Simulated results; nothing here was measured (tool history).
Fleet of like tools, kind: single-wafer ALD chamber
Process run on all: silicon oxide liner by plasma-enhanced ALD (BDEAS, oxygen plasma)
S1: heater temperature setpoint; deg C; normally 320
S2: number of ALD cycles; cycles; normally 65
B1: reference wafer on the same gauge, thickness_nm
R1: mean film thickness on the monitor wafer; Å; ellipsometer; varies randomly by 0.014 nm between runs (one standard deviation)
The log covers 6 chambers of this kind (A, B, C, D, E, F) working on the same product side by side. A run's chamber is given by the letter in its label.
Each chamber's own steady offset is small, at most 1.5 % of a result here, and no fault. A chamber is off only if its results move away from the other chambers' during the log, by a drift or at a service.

{"run": "1B", "hour": 9.0, "S1": 320, "S2": 65, "B1": 5.9809, "R1": 59.417}
{"run": "2D", "hour": 23.3, "S1": 320, "S2": 65, "B1": 5.9785, "R1": 58.402}
{"run": "3A", "hour": 34.8, "S1": 320, "S2": 65, "B1": 5.9793, "R1": 59.304}
{"run": "4F", "hour": 49.5, "S1": 320, "S2": 65, "B1": 5.9765, "R1": 59.167}
{"run": "5E", "hour": 59.0, "S1": 320, "S2": 65, "B1": 5.981, "R1": 57.939}
{"run": "6C", "hour": 66.9, "S1": 320, "S2": 65, "B1": 5.9788, "R1": 58.716}
{"run": "7B", "hour": 79.5, "S1": 320, "S2": 65, "B1": 5.9791, "R1": 59.366}
{"run": "8A", "hour": 93.8, "S1": 312, "S2": 65, "B1": 5.9771, "R1": 59.766}
{"run": "9E", "hour": 102.9, "S1": 312, "S2": 65, "B1": 5.9837, "R1": 58.716}
{"run": "10F", "hour": 115.5, "S1": 312, "S2": 65, "B1": 5.9799, "R1": 59.837}
{"run": "11C", "hour": 126.8, "S1": 312, "S2": 65, "B1": 5.9805, "R1": 59.183}
{"run": "12D", "hour": 135.6, "S1": 312, "S2": 65, "B1": 5.9801, "R1": 59.016}
{"run": "13B", "hour": 146.6, "S1": 312, "S2": 65, "B1": 5.9799, "R1": 60.05}
{"run": "14F", "hour": 153.6, "S1": 320, "S2": 65, "B1": 5.9775, "R1": 59.262}
{"run": "15E", "hour": 167.6, "S1": 320, "S2": 65, "B1": 5.9821, "R1": 58.189}
{"run": "16A", "hour": 179.3, "S1": 320, "S2": 65, "B1": 5.9785, "R1": 59.101}
{"run": "17C", "hour": 188.2, "S1": 320, "S2": 65, "B1": 5.982, "R1": 58.739}
{"hour": 190.7, "done": "chamber E: thermocouple changed; heater temperature recalibrated"}
{"run": "18D", "hour": 200.2, "S1": 320, "S2": 65, "B1": 5.9745, "R1": 58.376}
{"run": "19D", "hour": 213.3, "S1": 320, "S2": 65, "B1": 5.9794, "R1": 58.423}
{"run": "20C", "hour": 220.8, "S1": 320, "S2": 65, "B1": 5.9775, "R1": 58.836}
{"run": "21F", "hour": 228.1, "S1": 320, "S2": 65, "B1": 5.9783, "R1": 59.578}
{"run": "22B", "hour": 240.3, "S1": 320, "S2": 65, "B1": 5.9801, "R1": 59.279}
{"run": "23E", "hour": 252.4, "S1": 320, "S2": 65, "B1": 5.9787, "R1": 58.201}
{"run": "24A", "hour": 259.6, "S1": 320, "S2": 65, "B1": 5.9811, "R1": 59.25}
{"run": "25A", "hour": 271.2, "S1": 320, "S2": 65, "B1": 5.9846, "R1": 59.165}
{"run": "26C", "hour": 278.2, "S1": 320, "S2": 65, "B1": 5.9792, "R1": 58.566}
{"run": "27E", "hour": 290.6, "S1": 320, "S2": 65, "B1": 5.9806, "R1": 58.179}
{"run": "28D", "hour": 303.1, "S1": 320, "S2": 65, "B1": 5.9823, "R1": 58.582}
{"run": "29F", "hour": 311.2, "S1": 320, "S2": 65, "B1": 5.9795, "R1": 59.146}
{"run": "30B", "hour": 319.8, "S1": 320, "S2": 65, "B1": 5.9794, "R1": 59.203}
{"run": "31B", "hour": 327.3, "S1": 320, "S2": 65, "B1": 5.9788, "R1": 59.446}
{"run": "32F", "hour": 335.3, "S1": 320, "S2": 65, "B1": 5.9828, "R1": 59.384}
{"run": "33C", "hour": 346.3, "S1": 320, "S2": 65, "B1": 5.9797, "R1": 58.787}
{"run": "34A", "hour": 358.9, "S1": 320, "S2": 65, "B1": 5.9793, "R1": 59.305}
{"run": "35E", "hour": 369.8, "S1": 320, "S2": 65, "B1": 5.9816, "R1": 57.939}
{"run": "36D", "hour": 381.5, "S1": 320, "S2": 65, "B1": 5.975, "R1": 58.5}
{"run": "37E", "hour": 388.9, "S1": 320, "S2": 65, "B1": 5.9789, "R1": 58.234}
{"run": "38C", "hour": 404.1, "S1": 308, "S2": 73, "B1": 5.9827, "R1": 67.111}
{"run": "39B", "hour": 417.6, "S1": 308, "S2": 73, "B1": 5.9804, "R1": 67.927}
{"run": "40A", "hour": 425.7, "S1": 308, "S2": 73, "B1": 5.9777, "R1": 67.636}
{"run": "41D", "hour": 437.3, "S1": 308, "S2": 73, "B1": 5.9842, "R1": 66.599}
{"run": "42F", "hour": 444.9, "S1": 308, "S2": 73, "B1": 5.9821, "R1": 68.044}

Each of the 6 chambers runs these same settings next. Fill in every chamber's results:
{"run": "43A", "hour": 455.7, "S1": 315, "S2": 65, "R1": "?"}
{"run": "43B", "hour": 455.7, "S1": 315, "S2": 65, "R1": "?"}
{"run": "43C", "hour": 455.7, "S1": 315, "S2": 65, "R1": "?"}
{"run": "43D", "hour": 455.7, "S1": 315, "S2": 65, "R1": "?"}
{"run": "43E", "hour": 455.7, "S1": 315, "S2": 65, "R1": "?"}
{"run": "43F", "hour": 455.7, "S1": 315, "S2": 65, "R1": "?"}

run=43A R1=59.643
run=43B R1=59.613
run=43C R1=59.346
run=43D R1=59.052
run=43E R1=58.687
run=43F R1=59.693
